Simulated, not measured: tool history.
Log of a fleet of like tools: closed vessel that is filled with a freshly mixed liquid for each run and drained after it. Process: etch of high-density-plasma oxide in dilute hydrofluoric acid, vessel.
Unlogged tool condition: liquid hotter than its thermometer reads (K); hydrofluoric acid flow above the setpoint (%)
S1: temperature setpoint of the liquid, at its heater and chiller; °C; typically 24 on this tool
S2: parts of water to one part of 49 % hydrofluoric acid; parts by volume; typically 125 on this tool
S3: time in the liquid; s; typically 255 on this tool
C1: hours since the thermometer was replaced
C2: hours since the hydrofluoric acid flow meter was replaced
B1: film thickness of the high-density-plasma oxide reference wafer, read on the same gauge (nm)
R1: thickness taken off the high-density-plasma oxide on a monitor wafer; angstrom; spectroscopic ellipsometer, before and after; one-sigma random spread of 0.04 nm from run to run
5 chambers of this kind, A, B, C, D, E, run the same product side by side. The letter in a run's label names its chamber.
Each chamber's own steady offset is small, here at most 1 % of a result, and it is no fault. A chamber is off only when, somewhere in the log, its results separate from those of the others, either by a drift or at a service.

| run | day | S1 | S2 | S3 | C1 | C2 | B1 | R1 |
|---|---|---|---|---|---|---|---|---|
| 1A | 0.192 | 24 | 125 | 255 | 463.3 | 355.6 | 150 | 100.28 |
| 2C | 0.383 | 24 | 125 | 255 | 467.9 | 207.4 | 149.97 | 101.27 |
| 3B | 0.654 | 24 | 125 | 255 | 780.5 | 43.1 | 150.02 | 101.6 |
| 4D | 0.879 | 24 | 125 | 255 | 1588.8 | 1137.5 | 149.98 | 100.28 |
| 5E | 1.008 | 24 | 125 | 255 | 1345.8 | 365.6 | 149.99 | 100.13 |
| 6D | 1.208 | 24 | 125 | 255 | 1596.7 | 1145.4 | 149.98 | 100.61 |
| 7B | 1.379 | 24 | 125 | 255 | 797.9 | 60.5 | 149.99 | 101.39 |
| 8C | 1.633 | 24 | 125 | 255 | 497.9 | 237.4 | 149.99 | 100.73 |
| 9E | 1.758 | 24 | 125 | 255 | 1363.8 | 383.6 | 150.01 | 100.22 |
| 10A | 1.967 | 26 | 145 | 255 | 505.9 | 398.2 | 150.03 | 91.432 |
| 11E | 2.154 | 26 | 145 | 255 | 1373.3 | 393.1 | 149.99 | 91.335 |
| 12A | 2.408 | 26 | 145 | 255 | 516.5 | 408.8 | 150.02 | 90.446 |
| 13C | 2.579 | 26 | 145 | 255 | 520.6 | 260.1 | 150.01 | 91.109 |
| 14B | 2.85 | 26 | 145 | 255 | 833.2 | 95.8 | 150 | 92.057 |
| 15D | 2.971 | 24 | 125 | 255 | 1639 | 1187.7 | 150.01 | 100.64 |
| 16E | 3.204 | 24 | 125 | 255 | 1398.5 | 418.3 | 149.98 | 101.2 |
| 17A | 3.383 | 24 | 125 | 255 | 539.9 | 432.2 | 150.01 | 100.23 |
| 18D | 3.617 | 24 | 125 | 255 | 1654.5 | 1203.2 | 150.01 | 100.72 |
| 19B | 3.867 | 24 | 125 | 255 | 857.6 | 120.2 | 149.99 | 101.71 |
| 20C | 4.092 | 24 | 155 | 255 | 556.9 | 296.4 | 150.02 | 78.721 |
| 21B | 4.333 | 24 | 155 | 255 | 868.8 | 131.4 | 150 | 79.518 |
| 22A | 4.583 | 24 | 155 | 255 | 568.7 | 461 | 150.01 | 77.847 |
| 23E | 4.854 | 24 | 155 | 255 | 1438.1 | 457.9 | 150.02 | 79.361 |
| 24D | 5.033 | 24 | 155 | 255 | 1688.5 | 1237.2 | 149.99 | 77.747 |
| 25C | 5.196 | 20 | 125 | 255 | 583.4 | 322.9 | 150.01 | 86.124 |
| 26C | 5.346 | 20 | 125 | 255 | 587 | 326.5 | 150 | 85.915 |
| 27D | 5.55 | 20 | 125 | 255 | 1700.9 | 1249.6 | 150 | 86.159 |
| 28E | 5.796 | 20 | 125 | 255 | 1460.7 | 480.5 | 150.01 | 87.723 |
| 29B | 6.017 | 20 | 125 | 255 | 909.2 | 171.8 | 150.01 | 86.179 |
| 30A | 6.196 | 24 | 125 | 255 | 607.4 | 499.7 | 149.99 | 100.18 |
| 31D | 6.392 | 24 | 125 | 255 | 1721.1 | 1269.8 | 150 | 100.14 |

Does one chamber stand apart from the rest, does the shared gauge drift, or is all well apart from small per-chamber offsets? Give the chamber and the most likely cause, where there is one.

It is chamber E that slowly wanders off from its peers.
What lies behind it: hydrofluoric acid flow above the setpoint (%) = 2.14.
The log may not separate it from: liquid hotter than its thermometer reads (K).

Which of the 4 candidates below, each the usual settings with something changed and its results left as question marks, puts chamber E back in line with what the other chambers give on the usual settings?
Maximum distance from the other chambers' mean on the usual settings for a result to count as in line: R1 1.4 angstrom
| 32E-1 | 6.588 | 24 | 125 | 265 |  |  |  | ? |
| 32E-2 | 6.588 | 24 | 125 | 250 |  |  |  | ? |
| 32E-3 | 6.588 | 24 | 125 | 260 |  |  |  | ? |
| 32E-4 | 6.588 | 23 | 125 | 255 |  |  |  | ? |

What the other chambers average on the usual settings: R1 100.76 angstrom
| run | R1 |
|---|---|
| 32E-1 | 106.65 |
| 32E-2 | 100.62 |
| 32E-3 | 104.64 |
| 32E-4 | 98.765 |
With 32E-2, the chamber falls back in line with the rest.
